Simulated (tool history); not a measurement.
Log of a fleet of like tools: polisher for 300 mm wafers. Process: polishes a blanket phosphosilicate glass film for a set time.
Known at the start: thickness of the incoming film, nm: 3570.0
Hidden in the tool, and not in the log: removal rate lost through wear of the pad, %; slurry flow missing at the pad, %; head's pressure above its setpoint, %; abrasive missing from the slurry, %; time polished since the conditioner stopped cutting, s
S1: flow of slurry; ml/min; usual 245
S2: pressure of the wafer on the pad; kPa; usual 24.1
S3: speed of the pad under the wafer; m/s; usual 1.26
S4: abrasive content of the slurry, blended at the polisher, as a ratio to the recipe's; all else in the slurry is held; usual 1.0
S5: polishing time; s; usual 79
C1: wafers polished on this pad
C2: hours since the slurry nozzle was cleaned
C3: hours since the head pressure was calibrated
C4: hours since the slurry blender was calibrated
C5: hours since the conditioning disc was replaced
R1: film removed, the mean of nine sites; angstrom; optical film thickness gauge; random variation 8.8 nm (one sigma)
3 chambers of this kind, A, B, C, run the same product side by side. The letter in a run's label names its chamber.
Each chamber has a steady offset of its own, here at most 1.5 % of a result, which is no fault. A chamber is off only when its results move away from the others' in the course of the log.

run	hour	S1	S2	S3	S4	S5	C1	C2	C3	C4	C5	R1
1A	10.4	245	24.1	1.26	1.0	79	527	503.9	452.2	276.9	145.8	7370.3
2C	18.4	245	24.1	1.26	1.0	79	380	160.0	398.6	262.9	78.7	7576.8
# hour 19.2: chamber A: slurry nozzle cleaned
3B	24.1	245	24.1	1.26	1.0	79	366	193.3	1177.4	166.9	102.8	7514.2
# hour 29.4: chamber A: worn pad replaced by a new one
# hour 29.7: chamber B: conditioning disc replaced and pad reconditioned
4C	33.7	245	24.1	1.26	1.0	79	528	175.3	413.9	278.2	94.0	7543.5
5B	44.6	245	24.1	1.26	1.0	79	563	213.8	1197.9	187.4	15.0	7463.7
# hour 49.6: chamber B: worn pad replaced by a new one
6A	50.9	245	24.1	1.26	1.0	79	207	31.7	492.7	317.4	186.3	7594.2
7A	59.1	245	24.1	1.26	1.0	79	286	39.9	500.9	325.6	194.5	7444.5
# hour 62.1: chamber B: head pressure recalibrated
8C	69.7	245	24.1	1.26	1.0	79	875	211.3	449.9	314.2	130.0	7553.1
9B	79.9	245	24.1	1.26	1.0	79	292	249.1	17.8	222.7	50.3	7374.2
# hour 82.3: chamber A: slurry blender recalibrated
10A	87.9	185	24.1	1.44	1.0	79	564	68.7	529.7	5.6	223.3	8279.9
11B	93.6	185	24.1	1.44	1.0	79	424	262.8	31.5	236.4	64.0	8017.5
# hour 98.9: chamber A: worn pad replaced by a new one
# hour 100.2: chamber C: worn pad replaced by a new one
12C	101.3	185	24.1	1.44	1.0	79	10	242.9	481.5	345.8	161.6	8118.9
# hour 104.8: chamber B: worn pad replaced by a new one
13A	112.3	245	24.1	1.48	1.0	61	129	93.1	554.1	30.0	247.7	6832.4
14B	120.6	245	24.1	1.48	1.0	61	152	289.8	58.5	263.4	91.0	6520.8
15C	130.4	245	24.1	1.48	1.0	61	291	272.0	510.6	374.9	190.7	6720.3
# hour 130.7: chamber C: slurry blender recalibrated
16A	136.2	245	24.1	1.26	1.0	79	359	117.0	578.0	53.9	271.6	7908.0
# hour 138.8: chamber B: slurry nozzle cleaned
17B	147.9	245	24.1	1.26	1.0	79	415	9.1	85.8	290.7	118.3	7391.0
# hour 149.4: chamber B: slurry blender recalibrated
# hour 158.0: chamber B: conditioning disc replaced and pad reconditioned
18C	159.4	245	27.6	1.26	1.0	79	570	301.0	539.6	28.8	219.7	8591.8
# hour 159.7: chamber A: worn pad replaced by a new one
# hour 159.7: chamber B: worn pad replaced by a new one
19A	165.1	245	27.6	1.26	1.0	79	52	145.9	606.9	82.8	300.5	9126.8
20B	174.3	245	27.6	1.26	1.0	79	141	35.5	112.2	25.0	16.3	8647.6
21C	181.8	300	24.1	1.26	0.8	79	786	323.4	562.0	51.2	242.1	6783.9
22B	186.9	300	24.1	1.26	0.8	79	262	48.1	124.8	37.6	28.9	6826.0
23A	194.1	300	24.1	1.26	0.8	79	332	174.9	635.9	111.8	329.5	7319.4
24C	202.8	245	24.1	1.26	1.0	79	989	344.4	583.0	72.2	263.1	7600.9
# hour 203.6: chamber A: conditioning disc replaced and pad reconditioned
25B	212.6	245	24.1	1.26	1.0	79	510	73.8	150.5	63.3	54.6	7410.6
26A	222.1	245	28.3	0.86	1.0	79	601	202.9	663.9	139.8	18.5	7188.0
27C	227.9	245	28.3	0.86	1.0	79	1231	369.5	608.1	97.3	288.2	6680.0
# hour 228.6: chamber A: worn pad replaced by a new one
# hour 229.0: chamber B: worn pad replaced by a new one
# hour 229.5: chamber C: worn pad replaced by a new one
28B	235.4	245	28.3	0.86	1.0	79	61	96.6	173.3	86.1	77.4	6416.5
29A	240.9	245	24.1	1.26	1.0	79	118	221.7	682.7	158.6	37.3	7957.8
30C	248.5	245	24.1	1.26	1.0	79	183	390.1	628.7	117.9	308.8	7570.7
31C	254.2	245	24.1	1.26	1.0	79	238	395.8	634.4	123.6	314.5	7475.4
# hour 255.1: chamber B: conditioning disc replaced and pad reconditioned
32B	265.2	245	24.1	1.26	1.0	79	349	126.4	203.1	115.9	10.2	7472.2
33A	273.1	245	24.1	1.26	1.0	79	429	253.9	714.9	190.8	69.5	8130.5
34C	279.5	245	24.1	1.26	1.0	79	482	421.1	659.7	148.9	339.8	7577.0
# hour 284.5: chamber B: worn pad replaced by a new one
35A	288.7	245	24.1	1.26	1.0	79	579	269.5	730.5	206.4	85.1	8295.9
# hour 293.4: chamber A: worn pad replaced by a new one
36B	296.8	245	24.1	1.26	1.0	79	119	158.0	234.7	147.5	41.8	7490.3
37C	305.6	245	24.1	1.26	1.0	79	734	447.2	685.8	175.0	365.9	7545.4
38B	316.8	245	24.1	1.26	1.0	79	311	178.0	254.7	167.5	61.8	7523.7
39A	321.9	245	24.1	1.26	1.0	79	275	302.7	763.7	239.6	118.3	8343.0

All 3 chambers run these settings next. Forecast each chamber's results:
40A	330.4	245	24.1	1.26	1.0	79						?
40B	330.4	245	24.1	1.26	1.0	79						?
40C	330.4	245	24.1	1.26	1.0	79						?

run	R1
40A	8572.1
40B	7548.1
40C	7303.9
